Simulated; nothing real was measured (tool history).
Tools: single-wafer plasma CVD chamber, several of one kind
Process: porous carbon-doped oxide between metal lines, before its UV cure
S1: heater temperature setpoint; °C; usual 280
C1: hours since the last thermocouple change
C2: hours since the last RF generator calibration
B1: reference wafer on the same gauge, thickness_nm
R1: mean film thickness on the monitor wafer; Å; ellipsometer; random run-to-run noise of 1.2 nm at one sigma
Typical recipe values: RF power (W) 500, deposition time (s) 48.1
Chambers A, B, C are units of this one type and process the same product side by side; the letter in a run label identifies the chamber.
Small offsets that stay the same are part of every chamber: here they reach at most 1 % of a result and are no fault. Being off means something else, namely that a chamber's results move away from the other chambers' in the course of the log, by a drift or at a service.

{"run": "1C", "hour": 4.8, "S1": 280, "RF power (W)": 500, "deposition time (s)": 48.1, "C1": 1489.4, "C2": 1309.9, "B1": 256.07, "R1": 2877.1}
{"run": "2B", "hour": 9.9, "S1": 280, "RF power (W)": 500, "deposition time (s)": 48.1, "C1": 1481.5, "C2": 85.6, "B1": 255.99, "R1": 2931.0}
{"run": "3A", "hour": 15.0, "S1": 280, "RF power (W)": 500, "deposition time (s)": 48.1, "C1": 369.2, "C2": 293.9, "B1": 255.82, "R1": 2874.1}
{"run": "4C", "hour": 20.5, "S1": 280, "RF power (W)": 500, "deposition time (s)": 48.1, "C1": 1505.1, "C2": 1325.6, "B1": 255.96, "R1": 2887.4}
{"run": "5A", "hour": 25.0, "S1": 280, "RF power (W)": 500, "deposition time (s)": 48.1, "C1": 379.2, "C2": 303.9, "B1": 255.94, "R1": 2879.1}
{"run": "6B", "hour": 29.1, "S1": 280, "RF power (W)": 500, "deposition time (s)": 48.1, "C1": 1500.7, "C2": 104.8, "B1": 256.14, "R1": 2915.6}
{"run": "7B", "hour": 34.6, "S1": 280, "RF power (W)": 500, "deposition time (s)": 52.1, "C1": 1506.2, "C2": 110.3, "B1": 255.69, "R1": 3161.8}
{"run": "8C", "hour": 38.3, "S1": 280, "RF power (W)": 500, "deposition time (s)": 52.1, "C1": 1522.9, "C2": 1343.4, "B1": 255.58, "R1": 3127.2}
{"run": "9A", "hour": 41.1, "S1": 280, "RF power (W)": 500, "deposition time (s)": 52.1, "C1": 395.3, "C2": 320.0, "B1": 255.89, "R1": 3116.1}
{"run": "10C", "hour": 44.9, "S1": 280, "RF power (W)": 500, "deposition time (s)": 48.1, "C1": 1529.5, "C2": 1350.0, "B1": 256.19, "R1": 2899.4}
{"run": "11A", "hour": 48.1, "S1": 280, "RF power (W)": 500, "deposition time (s)": 48.1, "C1": 402.3, "C2": 327.0, "B1": 256.23, "R1": 2869.1}
{"run": "12B", "hour": 53.3, "S1": 280, "RF power (W)": 500, "deposition time (s)": 48.1, "C1": 1524.9, "C2": 129.0, "B1": 256.12, "R1": 2903.7}
{"run": "13A", "hour": 57.3, "S1": 280, "RF power (W)": 500, "deposition time (s)": 48.1, "C1": 411.5, "C2": 336.2, "B1": 255.96, "R1": 2882.7}
{"run": "14C", "hour": 61.6, "S1": 268, "RF power (W)": 500, "deposition time (s)": 51.4, "C1": 1546.2, "C2": 1366.7, "B1": 255.82, "R1": 3333.0}
{"run": "15B", "hour": 64.4, "S1": 268, "RF power (W)": 500, "deposition time (s)": 51.4, "C1": 1536.0, "C2": 140.1, "B1": 256.1, "R1": 3349.3}
{"run": "16B", "hour": 67.8, "S1": 268, "RF power (W)": 500, "deposition time (s)": 51.4, "C1": 1539.4, "C2": 143.5, "B1": 256.05, "R1": 3389.9}
{"run": "17C", "hour": 72.5, "S1": 280, "RF power (W)": 500, "deposition time (s)": 48.1, "C1": 1557.1, "C2": 1377.6, "B1": 256.3, "R1": 2886.8}
{"run": "18A", "hour": 75.2, "S1": 280, "RF power (W)": 500, "deposition time (s)": 48.1, "C1": 429.4, "C2": 354.1, "B1": 255.97, "R1": 2877.5}
{"run": "19A", "hour": 79.7, "S1": 280, "RF power (W)": 500, "deposition time (s)": 48.1, "C1": 433.9, "C2": 358.6, "B1": 256.0, "R1": 2882.4}
{"run": "20B", "hour": 84.9, "S1": 280, "RF power (W)": 500, "deposition time (s)": 48.1, "C1": 1556.5, "C2": 160.6, "B1": 256.06, "R1": 2914.0}
{"run": "21C", "hour": 88.7, "S1": 280, "RF power (W)": 500, "deposition time (s)": 48.1, "C1": 1573.3, "C2": 1393.8, "B1": 255.84, "R1": 2883.6}
{"run": "22A", "hour": 93.3, "S1": 293, "RF power (W)": 500, "deposition time (s)": 48.1, "C1": 447.5, "C2": 372.2, "B1": 255.82, "R1": 2652.2}
{"run": "23B", "hour": 97.2, "S1": 293, "RF power (W)": 500, "deposition time (s)": 48.1, "C1": 1568.8, "C2": 172.9, "B1": 255.9, "R1": 2689.8}
{"run": "24C", "hour": 99.9, "S1": 293, "RF power (W)": 500, "deposition time (s)": 48.1, "C1": 1584.5, "C2": 1405.0, "B1": 255.95, "R1": 2695.7}
{"run": "25C", "hour": 104.9, "S1": 280, "RF power (W)": 500, "deposition time (s)": 48.1, "C1": 1589.5, "C2": 1410.0, "B1": 255.93, "R1": 2914.5}
{"run": "26A", "hour": 108.1, "S1": 280, "RF power (W)": 500, "deposition time (s)": 48.1, "C1": 462.3, "C2": 387.0, "B1": 255.81, "R1": 2882.2}
{"run": "27B", "hour": 112.3, "S1": 280, "RF power (W)": 500, "deposition time (s)": 48.1, "C1": 1583.9, "C2": 188.0, "B1": 255.78, "R1": 2938.9}
{"run": "28A", "hour": 117.1, "S1": 280, "RF power (W)": 500, "deposition time (s)": 48.1, "C1": 471.3, "C2": 396.0, "B1": 256.06, "R1": 2867.7}
{"run": "29C", "hour": 120.5, "S1": 280, "RF power (W)": 500, "deposition time (s)": 48.1, "C1": 1605.1, "C2": 1425.6, "B1": 255.73, "R1": 2890.0}
{"run": "30B", "hour": 125.9, "S1": 280, "RF power (W)": 500, "deposition time (s)": 48.1, "C1": 1597.5, "C2": 201.6, "B1": 256.08, "R1": 2916.9}
{"run": "31A", "hour": 129.1, "S1": 280, "RF power (W)": 500, "deposition time (s)": 48.1, "C1": 483.3, "C2": 408.0, "B1": 256.15, "R1": 2841.1}
{"run": "32C", "hour": 133.0, "S1": 280, "RF power (W)": 500, "deposition time (s)": 48.1, "C1": 1617.6, "C2": 1438.1, "B1": 255.95, "R1": 2903.3}
{"run": "33B", "hour": 138.2, "S1": 280, "RF power (W)": 500, "deposition time (s)": 48.1, "C1": 1609.8, "C2": 213.9, "B1": 255.95, "R1": 2921.3}
{"run": "34A", "hour": 142.3, "S1": 280, "RF power (W)": 500, "deposition time (s)": 48.1, "C1": 496.5, "C2": 421.2, "B1": 256.09, "R1": 2882.5}
{"run": "35C", "hour": 147.7, "S1": 280, "RF power (W)": 500, "deposition time (s)": 48.1, "C1": 1632.3, "C2": 1452.8, "B1": 255.81, "R1": 2887.7}
{"run": "36B", "hour": 150.1, "S1": 280, "RF power (W)": 500, "deposition time (s)": 48.1, "C1": 1621.7, "C2": 225.8, "B1": 255.74, "R1": 2919.4}
{"run": "37C", "hour": 154.2, "S1": 280, "RF power (W)": 500, "deposition time (s)": 48.1, "C1": 1638.8, "C2": 1459.3, "B1": 255.92, "R1": 2922.1}
{"run": "38A", "hour": 157.0, "S1": 280, "RF power (W)": 500, "deposition time (s)": 48.1, "C1": 511.2, "C2": 435.9, "B1": 256.37, "R1": 2893.9}
{"run": "39B", "hour": 161.2, "S1": 280, "RF power (W)": 500, "deposition time (s)": 48.1, "C1": 1632.8, "C2": 236.9, "B1": 256.0, "R1": 2937.1}
{"run": "40B", "hour": 164.0, "S1": 280, "RF power (W)": 500, "deposition time (s)": 48.1, "C1": 1635.6, "C2": 239.7, "B1": 255.98, "R1": 2890.8}
{"run": "41C", "hour": 169.1, "S1": 280, "RF power (W)": 500, "deposition time (s)": 48.1, "C1": 1653.7, "C2": 1474.2, "B1": 255.96, "R1": 2904.7}
{"run": "42A", "hour": 173.9, "S1": 280, "RF power (W)": 500, "deposition time (s)": 48.1, "C1": 528.1, "C2": 452.8, "B1": 256.17, "R1": 2887.1}

Predict what each chamber gives when all 3 of them run the settings below next.
{"run": "43A", "hour": 178.0, "S1": 280, "RF power (W)": 500, "deposition time (s)": 48.1, "R1": "?"}
{"run": "43B", "hour": 178.0, "S1": 280, "RF power (W)": 500, "deposition time (s)": 48.1, "R1": "?"}
{"run": "43C", "hour": 178.0, "S1": 280, "RF power (W)": 500, "deposition time (s)": 48.1, "R1": "?"}

run=43A R1=2903.4
run=43B R1=2911.1
run=43C R1=2886.1

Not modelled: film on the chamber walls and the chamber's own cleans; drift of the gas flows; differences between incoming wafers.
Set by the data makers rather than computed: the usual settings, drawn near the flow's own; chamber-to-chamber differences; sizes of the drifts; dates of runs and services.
